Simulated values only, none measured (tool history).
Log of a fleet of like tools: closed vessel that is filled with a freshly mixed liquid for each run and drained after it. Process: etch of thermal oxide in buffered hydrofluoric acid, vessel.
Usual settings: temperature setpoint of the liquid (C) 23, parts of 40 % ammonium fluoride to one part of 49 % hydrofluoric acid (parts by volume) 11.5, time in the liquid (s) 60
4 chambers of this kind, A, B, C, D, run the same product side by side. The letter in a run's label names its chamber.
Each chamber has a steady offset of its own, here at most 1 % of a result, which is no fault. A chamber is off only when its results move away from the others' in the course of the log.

run	hour	temperature setpoint of the liquid (C)	parts of 40 % ammonium fluoride to one part of 49 % hydrofluoric acid (parts by volume)	time in the liquid (s)	read-back film thickness of the thermal oxide reference wafer, read on the same gauge (nm)	thickness taken off the thermal oxide on a monitor wafer (nm)
1D	6.9	23	11.5	60	39.991	53.989
2C	18.1	23	11.5	60	40.007	54.187
3A	27.3	23	11.5	60	40.016	54.272
4B	40.1	23	11.5	60	40.014	54.664
5B	52	23	11.5	60	39.971	54.5
6C	61.5	18.5	11.5	60	40.017	42.621
7A	73.7	18.5	11.5	60	40.009	42.718
8D	81.5	18.5	11.5	60	40.007	41.881
9A	94.4	18.5	11.5	60	39.996	42.372
10D	104	23	11.5	60	39.983	54.091
11C	119.5	23	11.5	60	40.01	54.064
# hour 122.5: chamber D: hydrofluoric acid flow meter replaced
# hour 124.4: chamber B: thermometer replaced
12B	132.8	23	11.5	60	39.982	54.84
13C	146.9	23	11.5	60	39.993	54.539
14B	156	23	11.5	60	39.99	54.66
15A	170.1	23	11.5	60	39.983	54.491
# hour 172.8: chamber D: thermometer replaced
16D	177.5	23	14.5	80	40.02	57.51
17B	192.6	23	14.5	80	40	58.105
18D	206.9	23	14.5	80	40.01	57.328
19A	218.2	23	14.5	80	39.994	58.249
20C	231.1	23	11.5	60	40.018	53.892
21A	239.7	23	11.5	60	40.008	54.984
# hour 242.9: chamber B: hydrofluoric acid flow meter replaced
22B	254.5	23	14.5	60	39.996	44.041
23D	263.6	23	14.5	60	39.988	43.163
24C	272.1	23	14.5	60	40.007	42.363
25A	279.6	23	14.5	60	40.002	43.209
26C	288.9	23	11.5	60	40.005	53.116
27D	299.9	23	11.5	60	40.019	54.742
28B	309	23	11.5	40	40.005	36.67
29D	319.8	23	11.5	40	39.997	36.436
30B	332.7	23	11.5	40	39.979	36.787
31C	339.5	23	11.5	40	40.027	34.848
32A	351.7	23	11.5	60	39.993	54.502
33D	362.2	23	11.5	60	39.995	54.397
34A	377	23	11.5	60	40.009	54.276
35B	388.2	23	11.5	60	40.002	55.101
36C	397.9	23	11.5	60	40	50.889
37A	409	23	11.5	60	40.015	54.455
38D	424.2	23	11.5	60	40.021	54.695
39B	431.3	23	11.5	60	39.998	55.075
40C	438.8	23	11.5	60	40.014	50.893
41A	452.4	23	11.5	60	39.996	54.526
42B	464.5	18.5	11.5	75	40.017	53.01
43D	475.3	18.5	11.5	75	40.009	52.188
44C	483	18.5	11.5	75	39.998	48.816

Next, every chamber runs the same settings. What will each give?
45A	494.2	23	11.5	60		?
45B	494.2	23	11.5	60		?
45C	494.2	23	11.5	60		?
45D	494.2	23	11.5	60		?

run	thickness taken off the thermal oxide on a monitor wafer (nm)
45A	54.861
45B	54.447
45C	50.233
45D	53.615
